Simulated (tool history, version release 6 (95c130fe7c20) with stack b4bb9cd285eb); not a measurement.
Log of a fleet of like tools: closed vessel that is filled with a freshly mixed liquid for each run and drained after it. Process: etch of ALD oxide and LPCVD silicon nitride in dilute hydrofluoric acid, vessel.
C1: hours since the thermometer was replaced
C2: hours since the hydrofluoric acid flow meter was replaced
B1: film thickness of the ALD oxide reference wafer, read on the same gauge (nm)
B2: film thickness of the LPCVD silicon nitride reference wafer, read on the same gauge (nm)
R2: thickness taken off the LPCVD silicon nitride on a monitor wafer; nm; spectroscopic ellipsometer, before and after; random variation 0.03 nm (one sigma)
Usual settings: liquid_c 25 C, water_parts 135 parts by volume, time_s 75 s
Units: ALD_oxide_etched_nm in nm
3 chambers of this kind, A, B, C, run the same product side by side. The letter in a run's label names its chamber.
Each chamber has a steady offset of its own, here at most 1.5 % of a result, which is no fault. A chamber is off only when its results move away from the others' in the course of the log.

{"run": "1C", "hour": 9.5, "liquid_c": 25, "water_parts": 135, "time_s": 75, "C1": 1150.1, "C2": 369.2, "B1": 129.99, "B2": 29.992, "ALD_oxide_etched_nm": 5.4646, "R2": 0.26309}
{"run": "2A", "hour": 17.4, "liquid_c": 25, "water_parts": 135, "time_s": 75, "C1": 465, "C2": 293.5, "B1": 129.97, "B2": 29.994, "ALD_oxide_etched_nm": 5.4739, "R2": 0.33521}
{"run": "3B", "hour": 30.6, "liquid_c": 25, "water_parts": 135, "time_s": 75, "C1": 192.3, "C2": 231.1, "B1": 130.02, "B2": 30.014, "ALD_oxide_etched_nm": 5.511, "R2": 0.33294}
{"run": "4A", "hour": 36.8, "liquid_c": 25, "water_parts": 135, "time_s": 75, "C1": 484.4, "C2": 312.9, "B1": 129.98, "B2": 30.005, "ALD_oxide_etched_nm": 5.4804, "R2": 0.30277}
{"run": "5C", "hour": 47.2, "liquid_c": 25, "water_parts": 135, "time_s": 75, "C1": 1187.8, "C2": 406.9, "B1": 129.96, "B2": 29.991, "ALD_oxide_etched_nm": 5.4589, "R2": 0.32258}
{"run": "6B", "hour": 53.5, "liquid_c": 25, "water_parts": 135, "time_s": 75, "C1": 215.2, "C2": 254, "B1": 130.03, "B2": 30.029, "ALD_oxide_etched_nm": 5.4692, "R2": 0.28149}
{"run": "7A", "hour": 59.8, "liquid_c": 25, "water_parts": 135, "time_s": 75, "C1": 507.4, "C2": 335.9, "B1": 129.96, "B2": 30.004, "ALD_oxide_etched_nm": 5.4101, "R2": 0.30738}
{"run": "8C", "hour": 70.2, "liquid_c": 25, "water_parts": 135, "time_s": 75, "C1": 1210.8, "C2": 429.9, "B1": 130.03, "B2": 29.996, "ALD_oxide_etched_nm": 5.4051, "R2": 0.27734}
{"run": "9B", "hour": 78.2, "liquid_c": 25, "water_parts": 135, "time_s": 75, "C1": 239.9, "C2": 278.7, "B1": 130.03, "B2": 29.995, "ALD_oxide_etched_nm": 5.5011, "R2": 0.34564}
{"run": "10C", "hour": 86.8, "liquid_c": 25, "water_parts": 75, "time_s": 75, "C1": 1227.4, "C2": 446.5, "B1": 130.03, "B2": 29.992, "ALD_oxide_etched_nm": 10.842, "R2": 0.54841}
{"run": "11B", "hour": 94.4, "liquid_c": 25, "water_parts": 75, "time_s": 75, "C1": 256.1, "C2": 294.9, "B1": 129.99, "B2": 30.016, "ALD_oxide_etched_nm": 10.81, "R2": 0.57594}
{"run": "12A", "hour": 100.6, "liquid_c": 25, "water_parts": 75, "time_s": 75, "C1": 548.2, "C2": 376.7, "B1": 130, "B2": 29.989, "ALD_oxide_etched_nm": 10.473, "R2": 0.60569}
{"run": "13C", "hour": 108.8, "liquid_c": 25, "water_parts": 135, "time_s": 75, "C1": 1249.4, "C2": 468.5, "B1": 129.96, "B2": 30.024, "ALD_oxide_etched_nm": 5.4646, "R2": 0.31301}
{"run": "14A", "hour": 122.0, "liquid_c": 25, "water_parts": 135, "time_s": 75, "C1": 569.6, "C2": 398.1, "B1": 130.04, "B2": 30.023, "ALD_oxide_etched_nm": 5.4495, "R2": 0.25915}
{"run": "15B", "hour": 132.5, "liquid_c": 25, "water_parts": 135, "time_s": 75, "C1": 294.2, "C2": 333, "B1": 129.98, "B2": 30.005, "ALD_oxide_etched_nm": 5.4823, "R2": 0.34814}
{"run": "16C", "hour": 144.0, "liquid_c": 25, "water_parts": 135, "time_s": 75, "C1": 1284.6, "C2": 503.7, "B1": 130, "B2": 30.01, "ALD_oxide_etched_nm": 5.4576, "R2": 0.31798}
{"run": "17A", "hour": 152.5, "liquid_c": 21.5, "water_parts": 95, "time_s": 75, "C1": 600.1, "C2": 428.6, "B1": 130, "B2": 30.031, "ALD_oxide_etched_nm": 7.0347, "R2": 0.30628}
{"run": "18B", "hour": 165.5, "liquid_c": 21.5, "water_parts": 95, "time_s": 75, "C1": 327.2, "C2": 366, "B1": 130.02, "B2": 30.026, "ALD_oxide_etched_nm": 7.0826, "R2": 0.30309}
{"run": "19B", "hour": 175.2, "liquid_c": 21.5, "water_parts": 95, "time_s": 75, "C1": 336.9, "C2": 375.7, "B1": 130.03, "B2": 29.983, "ALD_oxide_etched_nm": 7.1042, "R2": 0.31868}
{"run": "20C", "hour": 187.9, "liquid_c": 25, "water_parts": 135, "time_s": 75, "C1": 1328.5, "C2": 547.6, "B1": 130.04, "B2": 29.999, "ALD_oxide_etched_nm": 5.4709, "R2": 0.28}

Next, every chamber runs the same settings. What will each give?
{"run": "21A", "hour": 197.4, "liquid_c": 25, "water_parts": 135, "time_s": 75, "ALD_oxide_etched_nm": "?", "R2": "?"}
{"run": "21B", "hour": 197.4, "liquid_c": 25, "water_parts": 135, "time_s": 75, "ALD_oxide_etched_nm": "?", "R2": "?"}
{"run": "21C", "hour": 197.4, "liquid_c": 25, "water_parts": 135, "time_s": 75, "ALD_oxide_etched_nm": "?", "R2": "?"}

run=21A ALD_oxide_etched_nm=5.398 R2=0.32923
run=21B ALD_oxide_etched_nm=5.4515 R2=0.28773
run=21C ALD_oxide_etched_nm=5.4844 R2=0.31905
